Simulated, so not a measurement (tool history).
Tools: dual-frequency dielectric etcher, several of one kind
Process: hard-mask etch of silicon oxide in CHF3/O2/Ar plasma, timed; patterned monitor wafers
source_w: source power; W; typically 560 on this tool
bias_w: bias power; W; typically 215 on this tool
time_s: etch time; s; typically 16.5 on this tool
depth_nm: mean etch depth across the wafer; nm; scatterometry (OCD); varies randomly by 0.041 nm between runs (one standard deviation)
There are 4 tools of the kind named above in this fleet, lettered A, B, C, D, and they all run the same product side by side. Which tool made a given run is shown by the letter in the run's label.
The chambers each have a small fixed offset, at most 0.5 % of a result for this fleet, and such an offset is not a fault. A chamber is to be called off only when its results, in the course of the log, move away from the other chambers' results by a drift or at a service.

| run | hour | source_w | bias_w | time_s | read-back reference wafer on the same gauge, depth_nm | depth_nm |
|---|---|---|---|---|---|---|
| 1C | 3.4 | 560 | 215 | 16.5 | 30.591 | 33.690 |
| 2B | 9.1 | 560 | 215 | 16.5 | 30.588 | 33.961 |
| 3D | 15.2 | 560 | 215 | 16.5 | 30.586 | 33.879 |
|  | 18.1 | chamber B: wet clean of the chamber |
| 4A | 19.5 | 560 | 215 | 16.5 | 30.575 | 33.694 |
| 5A | 22.6 | 560 | 215 | 16.5 | 30.577 | 33.735 |
| 6D | 28.1 | 660 | 215 | 16.5 | 30.583 | 36.077 |
| 7C | 33.0 | 660 | 215 | 16.5 | 30.563 | 35.760 |
| 8B | 37.1 | 660 | 215 | 16.5 | 30.560 | 36.231 |
| 9D | 43.2 | 660 | 215 | 16.5 | 30.553 | 36.016 |
| 10B | 48.4 | 560 | 215 | 16.5 | 30.555 | 33.922 |
| 11A | 52.0 | 560 | 215 | 16.5 | 30.559 | 33.668 |
| 12C | 57.8 | 560 | 215 | 16.5 | 30.541 | 33.573 |
| 13C | 61.6 | 650 | 215 | 16.5 | 30.537 | 35.472 |
| 14D | 67.1 | 650 | 215 | 16.5 | 30.540 | 35.696 |
| 15B | 72.5 | 650 | 215 | 16.5 | 30.535 | 35.931 |
| 16A | 76.9 | 650 | 215 | 16.5 | 30.525 | 35.676 |
| 17D | 83.1 | 560 | 215 | 16.5 | 30.518 | 33.776 |
| 18C | 87.7 | 560 | 215 | 16.5 | 30.510 | 33.556 |
| 19B | 93.5 | 560 | 215 | 16.5 | 30.520 | 33.879 |
| 20A | 99.0 | 560 | 215 | 16.5 | 30.489 | 33.613 |
| 21A | 102.4 | 560 | 251 | 20.5 | 30.497 | 44.132 |
| 22D | 106.0 | 560 | 251 | 20.5 | 30.497 | 44.258 |
| 23C | 109.7 | 560 | 251 | 20.5 | 30.506 | 43.950 |
| 24B | 114.1 | 560 | 251 | 20.5 | 30.496 | 44.422 |
| 25B | 120.5 | 560 | 215 | 16.5 | 30.482 | 33.886 |
| 26C | 124.1 | 560 | 215 | 16.5 | 30.472 | 33.609 |
| 27A | 130.5 | 560 | 215 | 16.5 | 30.471 | 33.584 |
| 28D | 137.1 | 560 | 215 | 16.5 | 30.466 | 33.775 |
| 29C | 142.6 | 560 | 215 | 16.5 | 30.458 | 33.464 |
| 30B | 148.7 | 560 | 215 | 16.5 | 30.450 | 33.799 |
| 31A | 154.0 | 560 | 242 | 16.5 | 30.453 | 34.916 |

Does one chamber stand apart from the rest, does the shared gauge drift, or is all well apart from small per-chamber offsets? Give the chamber and the most likely cause, where there is one.

Every chamber seems to shift together because the gauge that measures them all drifts; the chambers themselves are fine.
Most likely cause: gauge reads low (%) = 0.506.

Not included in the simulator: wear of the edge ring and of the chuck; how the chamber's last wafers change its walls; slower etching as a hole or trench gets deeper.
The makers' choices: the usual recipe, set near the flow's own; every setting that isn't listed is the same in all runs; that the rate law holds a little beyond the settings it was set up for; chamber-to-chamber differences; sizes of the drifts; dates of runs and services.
